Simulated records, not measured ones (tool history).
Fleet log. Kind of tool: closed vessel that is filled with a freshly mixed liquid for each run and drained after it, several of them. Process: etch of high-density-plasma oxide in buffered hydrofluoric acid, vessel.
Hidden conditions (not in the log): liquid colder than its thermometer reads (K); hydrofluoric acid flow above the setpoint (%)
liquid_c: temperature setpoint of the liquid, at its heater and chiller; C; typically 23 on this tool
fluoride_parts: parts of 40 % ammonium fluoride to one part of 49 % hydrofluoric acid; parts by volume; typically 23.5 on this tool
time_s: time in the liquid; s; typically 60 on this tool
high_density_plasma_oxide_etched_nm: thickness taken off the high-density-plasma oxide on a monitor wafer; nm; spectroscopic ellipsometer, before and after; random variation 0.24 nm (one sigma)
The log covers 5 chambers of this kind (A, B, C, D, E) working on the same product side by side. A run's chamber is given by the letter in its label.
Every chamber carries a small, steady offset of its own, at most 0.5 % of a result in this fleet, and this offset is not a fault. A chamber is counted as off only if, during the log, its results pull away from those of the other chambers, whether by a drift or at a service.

run,hour,liquid_c,fluoride_parts,time_s,hours since the thermometer was replaced,hours since the hydrofluoric acid flow meter was replaced,"read-back film thickness of the high-density-plasma oxide reference wafer, read on the same gauge (nm)",high_density_plasma_oxide_etched_nm
1C,6.8,23,23.5,60,552.3,72,150,32.403
2A,12.5,23,23.5,60,928.9,476.8,150.01,32.237
3B,18.7,23,23.5,60,486.2,987.6,150,32.102
4D,23.2,23,23.5,60,1749.7,182.7,149.99,31.897
5E,30.5,23,23.5,60,633.1,53.3,149.98,32.037
6C,35.5,23,23.5,60,581,100.7,150,32.354
7B,44,23,23.5,60,511.5,1012.9,149.99,32.272
8E,50.9,23,23.5,60,653.5,73.7,150.02,31.79
9A,54.9,23,23.5,60,971.3,519.2,150,31.998
10D,59.7,23,23.5,60,1786.2,219.2,150.03,32.527
11A,64.8,23,23.5,60,981.2,529.1,149.98,31.785
12B,69.8,23,23.5,60,537.3,1038.7,150.01,31.765
# hour 70.3: chamber B: hydrofluoric acid flow meter replaced
13C,76.2,23,23.5,60,621.7,141.4,149.99,31.524
14E,80.4,23,23.5,60,683,103.2,149.99,31.995
15D,87.1,23,23.5,60,1813.6,246.6,150,31.829
16C,92.2,19,23.5,85,637.7,157.4,150,34.652
17A,97.5,19,23.5,85,1013.9,561.8,149.98,36.516
18D,102.3,19,23.5,85,1828.8,261.8,150,36.492
19B,106.9,19,23.5,85,574.4,36.6,149.99,36.504
# hour 110: chamber B: thermometer replaced
20E,111.9,19,23.5,85,714.5,134.7,149.98,36.246
21D,115.7,23,23.5,60,1842.2,275.2,150,32.191
# hour 121.1: chamber E: thermometer replaced
22E,123.8,23,23.5,60,2.8,146.6,150,32.258
23C,130.9,23,23.5,60,676.4,196.1,149.99,30.38
24A,138.9,23,23.5,60,1055.3,603.2,150.01,32.177
25B,144.4,23,23.5,60,34.5,74.1,149.99,32.126
26D,149,23,23.5,35,1875.5,308.5,150.02,18.825
27A,156.6,23,23.5,35,1073,620.9,150.02,18.492
28C,164.9,23,23.5,35,710.4,230.1,150.01,17.374
29E,172.4,23,23.5,35,51.4,195.2,149.99,18.673
30B,176.9,23,23.5,35,67,106.6,150,18.861
31E,183.9,23,23.5,60,62.9,206.7,150,32.342

Is one chamber out of step, is the gauge drifting, or do the chambers differ by no more than their own small offsets? For an off chamber, give its letter and the likeliest cause.

Chamber C drifts away from the others.
Likeliest cause: liquid colder than its thermometer reads (K) = 1.89.
Not necessarily distinguishable in this log from: hydrofluoric acid flow below the setpoint (%).

Which of the 4 candidates below, each the usual settings with something changed and its results left as question marks, puts chamber C back in line with what the other chambers give on the usual settings?
In line means no further than this from the other chambers' mean on the usual settings: high_density_plasma_oxide_etched_nm 0.83 nm
32C-1,190,23,20,60,,,,?
32C-2,190,23,29.5,60,,,,?
32C-3,190,26,23.5,60,,,,?
32C-4,190,23,27,60,,,,?

What the other chambers average on the usual settings: high_density_plasma_oxide_etched_nm 32.101 nm
run,high_density_plasma_oxide_etched_nm
32C-1,32.348
32C-2,24.76
32C-3,34.143
32C-4,26.316
The answer is 32C-1, which returns the chamber to within the allowed miss of the others.
